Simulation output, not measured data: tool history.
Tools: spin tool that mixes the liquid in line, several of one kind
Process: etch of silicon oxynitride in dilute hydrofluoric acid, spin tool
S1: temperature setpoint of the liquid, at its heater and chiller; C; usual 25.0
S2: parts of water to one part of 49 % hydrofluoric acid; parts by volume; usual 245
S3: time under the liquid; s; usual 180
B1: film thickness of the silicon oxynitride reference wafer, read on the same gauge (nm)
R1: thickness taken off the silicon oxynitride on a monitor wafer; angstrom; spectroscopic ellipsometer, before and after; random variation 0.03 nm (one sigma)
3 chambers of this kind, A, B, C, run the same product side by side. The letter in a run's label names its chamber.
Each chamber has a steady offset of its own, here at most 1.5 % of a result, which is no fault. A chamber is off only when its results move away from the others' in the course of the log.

Run 1A, hour 8.3: usual settings; B1 49.980. Result: R1 32.462 angstrom.
Run 2B, hour 16.7: usual settings; B1 49.996. Result: R1 33.011 angstrom.
Run 3C, hour 24.5: usual settings; B1 50.015. Result: R1 32.616 angstrom.
Run 4B, hour 38.8: usual settings; B1 50.012. Result: R1 32.249 angstrom.
Run 5A, hour 53.4: usual settings; B1 49.974. Result: R1 32.279 angstrom.
Run 6C, hour 67.1: usual settings; B1 49.990. Result: R1 32.283 angstrom.
Run 7C, hour 77.7: usual settings but S1 22.0 C, S2 135 parts by volume; B1 49.962. Result: R1 56.465 angstrom.
Run 8B, hour 93.0: usual settings but S1 22.0 C, S2 135 parts by volume; B1 49.997. Result: R1 55.744 angstrom.
Run 9A, hour 102.5: usual settings but S1 22.0 C, S2 135 parts by volume; B1 50.002. Result: R1 56.630 angstrom.
Run 10B, hour 116.3: usual settings; B1 50.002. Result: R1 32.696 angstrom.
Run 11A, hour 130.2: usual settings but S1 21.5 C; B1 50.026. Result: R1 27.848 angstrom.
Run 12C, hour 137.5: usual settings but S1 21.5 C; B1 49.966. Result: R1 29.827 angstrom.
Run 13C, hour 145.7: usual settings but S1 21.5 C; B1 50.020. Result: R1 29.707 angstrom.
Run 14A, hour 153.4: usual settings; B1 49.997. Result: R1 32.724 angstrom.
Run 15B, hour 161.3: usual settings; B1 49.981. Result: R1 32.265 angstrom.
Run 16C, hour 173.8: usual settings; B1 49.975. Result: R1 35.259 angstrom.
Run 17B, hour 184.3: usual settings; B1 49.990. Result: R1 32.310 angstrom.
Run 18A, hour 200.3: usual settings but S2 185 parts by volume, S3 285 s; B1 50.003. Result: R1 70.354 angstrom.
Run 19A, hour 210.4: usual settings but S2 185 parts by volume, S3 285 s; B1 49.994. Result: R1 72.074 angstrom.
Run 20C, hour 222.2: usual settings but S2 185 parts by volume, S3 285 s; B1 49.999. Result: R1 79.050 angstrom.
Run 21B, hour 232.5: usual settings; B1 49.979. Result: R1 32.642 angstrom.
Run 22B, hour 240.4: usual settings; B1 50.020. Result: R1 32.723 angstrom.
Run 23A, hour 252.1: usual settings; B1 50.013. Result: R1 32.859 angstrom.

All 3 chambers run these settings next. Forecast each chamber's results:
Run 24A, hour 263.7: usual settings. Result: R1 ?.
Run 24B, hour 263.7: usual settings. Result: R1 ?.
Run 24C, hour 263.7: usual settings. Result: R1 ?.

run      R1
24A  32.392
24B  32.440
24C  36.880
